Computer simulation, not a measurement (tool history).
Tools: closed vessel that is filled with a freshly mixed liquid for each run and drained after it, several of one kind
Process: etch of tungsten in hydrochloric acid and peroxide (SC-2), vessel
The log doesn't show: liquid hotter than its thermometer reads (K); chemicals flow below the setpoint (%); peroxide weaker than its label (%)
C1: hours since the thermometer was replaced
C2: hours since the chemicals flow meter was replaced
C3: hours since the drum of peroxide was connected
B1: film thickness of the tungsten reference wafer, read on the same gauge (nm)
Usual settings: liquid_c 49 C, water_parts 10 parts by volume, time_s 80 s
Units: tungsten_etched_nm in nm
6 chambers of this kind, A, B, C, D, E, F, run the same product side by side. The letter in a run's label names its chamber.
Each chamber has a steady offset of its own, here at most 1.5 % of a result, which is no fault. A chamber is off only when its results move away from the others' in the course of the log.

-- hour=1.3 chamber B: new drum of peroxide connected
run 1F hour=4.9 | liquid_c=49 water_parts=10 time_s=80 | C1=1453.9 C2=1698.6 C3=1076.5 | B1=139.97 | tungsten_etched_nm=14.645
-- hour=9.7 chamber D: new drum of peroxide connected
run 2C hour=11.3 | liquid_c=49 water_parts=10 time_s=80 | C1=667.6 C2=431.3 C3=624.6 | B1=140 | tungsten_etched_nm=14.589
run 3D hour=18 | liquid_c=49 water_parts=10 time_s=80 | C1=1135.1 C2=933 C3=8.4 | B1=140.03 | tungsten_etched_nm=14.733
run 4B hour=26.4 | liquid_c=49 water_parts=10 time_s=80 | C1=280.6 C2=460.7 C3=25.2 | B1=140.03 | tungsten_etched_nm=14.8
run 5E hour=33.7 | liquid_c=49 water_parts=10 time_s=80 | C1=703.2 C2=964.3 C3=164.3 | B1=139.97 | tungsten_etched_nm=14.858
run 6A hour=40.7 | liquid_c=49 water_parts=10 time_s=80 | C1=1375.9 C2=929.9 C3=71.5 | B1=140.01 | tungsten_etched_nm=14.608
run 7B hour=48.7 | liquid_c=49 water_parts=10 time_s=80 | C1=302.9 C2=483 C3=47.5 | B1=139.99 | tungsten_etched_nm=15.092
run 8C hour=53.2 | liquid_c=49 water_parts=10 time_s=80 | C1=709.5 C2=473.2 C3=666.5 | B1=139.99 | tungsten_etched_nm=14.984
run 9F hour=61.1 | liquid_c=49 water_parts=10 time_s=80 | C1=1510.1 C2=1754.8 C3=1132.7 | B1=139.99 | tungsten_etched_nm=14.696
run 10A hour=65 | liquid_c=49 water_parts=10 time_s=80 | C1=1400.2 C2=954.2 C3=95.8 | B1=140.01 | tungsten_etched_nm=14.61
run 11E hour=70.8 | liquid_c=49 water_parts=10 time_s=80 | C1=740.3 C2=1001.4 C3=201.4 | B1=140.02 | tungsten_etched_nm=14.894
run 12D hour=79.2 | liquid_c=49 water_parts=10 time_s=80 | C1=1196.3 C2=994.2 C3=69.6 | B1=139.99 | tungsten_etched_nm=14.601
run 13D hour=85.9 | liquid_c=53 water_parts=10 time_s=80 | C1=1203 C2=1000.9 C3=76.3 | B1=139.98 | tungsten_etched_nm=19.41
run 14C hour=90.3 | liquid_c=53 water_parts=10 time_s=80 | C1=746.6 C2=510.3 C3=703.6 | B1=140 | tungsten_etched_nm=19.159
run 15F hour=97.6 | liquid_c=53 water_parts=10 time_s=80 | C1=1546.6 C2=1791.3 C3=1169.2 | B1=140.05 | tungsten_etched_nm=18.836
run 16A hour=103.5 | liquid_c=53 water_parts=10 time_s=80 | C1=1438.7 C2=992.7 C3=134.3 | B1=140.01 | tungsten_etched_nm=19.296
run 17E hour=108.9 | liquid_c=53 water_parts=10 time_s=80 | C1=778.4 C2=1039.5 C3=239.5 | B1=140 | tungsten_etched_nm=19.445
run 18B hour=112.8 | liquid_c=53 water_parts=10 time_s=80 | C1=367 C2=547.1 C3=111.6 | B1=140 | tungsten_etched_nm=19.522
-- hour=114.9 chamber C: new drum of peroxide connected
run 19E hour=120 | liquid_c=49 water_parts=10 time_s=80 | C1=789.5 C2=1050.6 C3=250.6 | B1=139.99 | tungsten_etched_nm=14.88
-- hour=125 chamber A: chemicals flow meter replaced
run 20C hour=125.9 | liquid_c=49 water_parts=10 time_s=80 | C1=782.2 C2=545.9 C3=11 | B1=140.05 | tungsten_etched_nm=14.717
run 21A hour=133.8 | liquid_c=49 water_parts=10 time_s=80 | C1=1469 C2=8.9 C3=164.6 | B1=139.98 | tungsten_etched_nm=14.92
run 22D hour=138.2 | liquid_c=49 water_parts=10 time_s=80 | C1=1255.3 C2=1053.2 C3=128.6 | B1=139.98 | tungsten_etched_nm=14.474
run 23B hour=144.7 | liquid_c=49 water_parts=10 time_s=80 | C1=398.9 C2=579 C3=143.5 | B1=140 | tungsten_etched_nm=14.873
run 24F hour=152 | liquid_c=49 water_parts=10 time_s=80 | C1=1601 C2=1845.7 C3=1223.6 | B1=139.98 | tungsten_etched_nm=14.621
run 25E hour=160.1 | liquid_c=49 water_parts=10 time_s=80 | C1=829.6 C2=1090.7 C3=290.7 | B1=140.01 | tungsten_etched_nm=14.965
run 26C hour=167.5 | liquid_c=49 water_parts=10 time_s=80 | C1=823.8 C2=587.5 C3=52.6 | B1=140.04 | tungsten_etched_nm=14.94
run 27F hour=174.9 | liquid_c=49 water_parts=10 time_s=80 | C1=1623.9 C2=1868.6 C3=1246.5 | B1=139.98 | tungsten_etched_nm=14.803
run 28D hour=180.7 | liquid_c=49 water_parts=10 time_s=80 | C1=1297.8 C2=1095.7 C3=171.1 | B1=139.98 | tungsten_etched_nm=14.313
-- hour=181.9 chamber F: chemicals flow meter replaced
-- hour=184.3 chamber F: new drum of peroxide connected
run 29B hour=187.8 | liquid_c=49 water_parts=10 time_s=100 | C1=442 C2=622.1 C3=186.6 | B1=140 | tungsten_etched_nm=18.619
run 30A hour=193.2 | liquid_c=49 water_parts=10 time_s=100 | C1=1528.4 C2=68.3 C3=224 | B1=140 | tungsten_etched_nm=18.069
run 31A hour=197.4 | liquid_c=49 water_parts=10 time_s=100 | C1=1532.6 C2=72.5 C3=228.2 | B1=139.99 | tungsten_etched_nm=18.329
run 32D hour=205.3 | liquid_c=49 water_parts=10 time_s=100 | C1=1322.4 C2=1120.3 C3=195.7 | B1=140.02 | tungsten_etched_nm=17.555
run 33F hour=211.2 | liquid_c=49 water_parts=10 time_s=100 | C1=1660.2 C2=29.4 C3=26.9 | B1=140.02 | tungsten_etched_nm=18.524
run 34C hour=215 | liquid_c=49 water_parts=10 time_s=100 | C1=871.3 C2=635 C3=100.1 | B1=140 | tungsten_etched_nm=18.54
run 35B hour=222.2 | liquid_c=57 water_parts=10 time_s=115 | C1=476.4 C2=656.5 C3=221 | B1=139.98 | tungsten_etched_nm=36.344
run 36E hour=226.1 | liquid_c=57 water_parts=10 time_s=115 | C1=895.6 C2=1156.7 C3=356.7 | B1=140.03 | tungsten_etched_nm=36.95
run 37A hour=230.7 | liquid_c=57 water_parts=10 time_s=115 | C1=1565.9 C2=105.8 C3=261.5 | B1=139.99 | tungsten_etched_nm=35.872
run 38D hour=238.5 | liquid_c=57 water_parts=10 time_s=115 | C1=1355.6 C2=1153.5 C3=228.9 | B1=139.98 | tungsten_etched_nm=33.054
run 39B hour=244.6 | liquid_c=57 water_parts=10 time_s=115 | C1=498.8 C2=678.9 C3=243.4 | B1=139.99 | tungsten_etched_nm=36.027

Is one chamber off against the others, does the gauge drift, or is nothing wrong? If a chamber is off, say which, and what the likeliest cause is.

Chamber D drifts away from the others.
Cause: chemicals flow below the setpoint (%) = 9.48.
The log may not tell that from: liquid colder than its thermometer reads (K); peroxide weaker than its label (%).

Here are 4 candidates for chamber D's next run, each the usual settings with a change, their results left as question marks. Which one brings its results back in line with what the others give on the usual settings?
In line means no further than this from the other chambers' mean on the usual settings: tungsten_etched_nm 0.44 nm
run 40D-1 hour=250.7 | liquid_c=49.5 water_parts=10 time_s=85 | tungsten_etched_nm=?
run 40D-2 hour=250.7 | liquid_c=48.5 water_parts=10 time_s=75 | tungsten_etched_nm=?
run 40D-3 hour=250.7 | liquid_c=48.5 water_parts=10 time_s=80 | tungsten_etched_nm=?
run 40D-4 hour=250.7 | liquid_c=49.5 water_parts=10 time_s=80 | tungsten_etched_nm=?

The other chambers' mean on the usual settings: tungsten_etched_nm 14.801 nm
run=40D-1 tungsten_etched_nm=14.903
run=40D-2 tungsten_etched_nm=12.313
run=40D-3 tungsten_etched_nm=13.134
run=40D-4 tungsten_etched_nm=14.027
40D-1 brings the chamber back in line.

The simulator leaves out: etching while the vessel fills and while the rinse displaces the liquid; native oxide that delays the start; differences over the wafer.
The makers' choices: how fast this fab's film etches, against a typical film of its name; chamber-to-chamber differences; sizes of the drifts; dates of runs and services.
